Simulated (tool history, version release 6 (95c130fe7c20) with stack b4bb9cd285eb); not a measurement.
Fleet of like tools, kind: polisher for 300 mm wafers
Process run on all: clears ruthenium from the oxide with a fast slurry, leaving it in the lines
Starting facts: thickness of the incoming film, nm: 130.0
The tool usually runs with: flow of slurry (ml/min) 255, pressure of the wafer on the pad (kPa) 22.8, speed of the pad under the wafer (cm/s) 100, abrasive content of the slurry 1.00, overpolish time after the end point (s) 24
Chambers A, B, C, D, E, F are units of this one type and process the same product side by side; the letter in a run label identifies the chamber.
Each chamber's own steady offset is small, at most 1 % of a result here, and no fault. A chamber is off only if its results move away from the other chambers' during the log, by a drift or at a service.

run,hour,flow of slurry (ml/min),pressure of the wafer on the pad (kPa),speed of the pad under the wafer (cm/s),abrasive content of the slurry,overpolish time after the end point (s),time until the end point was called (s),dishing of a wide line in a test structure (nm)
# hour 4.4: chamber E: slurry blender recalibrated
# hour 4.7: chamber D: slurry nozzle cleaned
# hour 8.9: chamber E: slurry nozzle cleaned
1A,11.6,255,22.8,100,1.00,24,25.931,60.687
# hour 13.8: chamber A: slurry blender recalibrated
2C,24.8,255,22.8,100,1.00,24,26.261,61.969
# hour 27.7: chamber E: worn pad replaced by a new one
# hour 35.0: chamber E: head pressure recalibrated
# hour 36.5: chamber A: worn pad replaced by a new one
3B,39.4,255,22.8,100,1.00,24,26.213,61.527
# hour 39.6: chamber D: worn pad replaced by a new one
# hour 44.4: chamber B: worn pad replaced by a new one
4F,51.0,255,22.8,100,1.00,24,25.688,62.160
# hour 57.4: chamber C: worn pad replaced by a new one
5D,62.4,255,22.8,100,1.00,24,25.952,61.488
# hour 77.0: chamber C: slurry blender recalibrated
6E,77.6,255,22.8,100,1.00,24,25.801,61.117
# hour 82.3: chamber F: worn pad replaced by a new one
7B,85.8,305,22.8,100,1.00,24,25.451,62.878
8C,97.3,305,22.8,100,1.00,24,25.218,62.749
9A,111.8,305,22.8,100,1.00,24,26.049,62.869
10F,119.9,305,22.8,100,1.00,24,24.897,62.739
# hour 122.8: chamber A: worn pad replaced by a new one
# hour 128.7: chamber E: worn pad replaced by a new one
# hour 129.6: chamber B: worn pad replaced by a new one
11E,131.4,305,22.8,100,1.00,24,25.321,63.476
12D,141.7,305,22.8,100,1.00,24,25.633,61.495
# hour 145.8: chamber C: worn pad replaced by a new one
# hour 155.8: chamber D: worn pad replaced by a new one
13E,156.5,255,22.8,100,1.00,24,26.333,61.725
14C,170.8,255,26.9,100,1.00,34,21.893,78.572
# hour 178.7: chamber F: worn pad replaced by a new one
15A,184.3,255,26.9,100,1.00,34,22.091,75.913
16F,192.5,255,26.9,100,1.00,34,21.825,75.859
# hour 199.8: chamber A: slurry nozzle cleaned
17B,200.0,255,26.9,100,1.00,34,22.065,75.807
# hour 201.3: chamber C: slurry blender recalibrated
# hour 201.4: chamber E: slurry blender recalibrated
# hour 207.9: chamber B: worn pad replaced by a new one
18D,209.1,255,26.9,100,1.00,34,22.252,75.770
# hour 210.6: chamber A: worn pad replaced by a new one
# hour 211.8: chamber D: slurry blender recalibrated
# hour 218.6: chamber A: head pressure recalibrated
19C,218.8,255,26.9,100,1.00,34,22.263,77.401
# hour 231.9: chamber F: slurry blender recalibrated
# hour 232.5: chamber E: worn pad replaced by a new one
20B,233.5,255,22.8,100,1.00,24,26.529,61.820
# hour 241.7: chamber B: slurry nozzle cleaned
21A,247.4,255,22.8,100,1.00,24,25.742,62.603
# hour 248.1: chamber C: worn pad replaced by a new one
# hour 257.5: chamber C: slurry nozzle cleaned
# hour 258.5: chamber D: worn pad replaced by a new one
22F,259.4,255,22.8,100,1.00,24,25.294,60.613
# hour 265.1: chamber F: worn pad replaced by a new one
23E,274.2,255,22.8,100,1.00,24,26.045,61.630
# hour 284.7: chamber B: worn pad replaced by a new one
24D,288.6,255,22.8,100,1.00,24,25.532,61.801
25E,296.0,255,22.8,100,1.00,24,26.189,61.866
26C,304.2,255,22.8,100,1.00,24,26.000,62.256
# hour 310.2: chamber A: worn pad replaced by a new one
27B,313.6,255,22.8,100,1.00,24,27.332,62.148
# hour 313.8: chamber C: slurry blender recalibrated
# hour 317.3: chamber E: worn pad replaced by a new one
28D,325.0,255,22.8,100,1.00,24,26.010,60.890
# hour 328.7: chamber F: slurry nozzle cleaned
# hour 333.9: chamber B: slurry blender recalibrated
29F,334.8,255,22.8,100,1.00,24,26.033,62.454
30A,343.2,255,22.8,100,1.00,24,26.158,64.037
# hour 346.9: chamber C: worn pad replaced by a new one
31B,357.0,255,22.8,68,1.15,24,37.583,49.612
# hour 357.8: chamber D: worn pad replaced by a new one
# hour 359.6: chamber F: worn pad replaced by a new one
32D,365.5,255,22.8,68,1.15,24,36.610,52.003
33F,379.4,255,22.8,68,1.15,24,36.223,51.602
34A,386.3,255,22.8,68,1.15,24,36.145,51.898
# hour 391.3: chamber A: worn pad replaced by a new one
35C,394.8,255,22.8,68,1.15,24,36.476,52.159
# hour 398.8: chamber E: slurry blender recalibrated
36E,404.4,255,22.8,68,1.15,24,35.852,53.084
37C,420.2,255,22.8,100,1.00,24,25.661,62.446
# hour 430.4: chamber A: slurry blender recalibrated
38A,433.4,255,25.5,100,1.00,24,23.233,65.652
39F,448.3,255,25.5,100,1.00,24,23.532,64.603

Each of the 6 chambers runs these same settings next. Fill in every chamber's results:
40A,459.7,255,22.8,100,1.00,24,?,?
40B,459.7,255,22.8,100,1.00,24,?,?
40C,459.7,255,22.8,100,1.00,24,?,?
40D,459.7,255,22.8,100,1.00,24,?,?
40E,459.7,255,22.8,100,1.00,24,?,?
40F,459.7,255,22.8,100,1.00,24,?,?

run,time until the end point was called (s),dishing of a wide line in a test structure (nm)
40A,26.287,63.071
40B,29.576,58.055
40C,25.879,61.316
40D,26.482,62.610
40E,25.389,63.151
40F,26.021,62.462
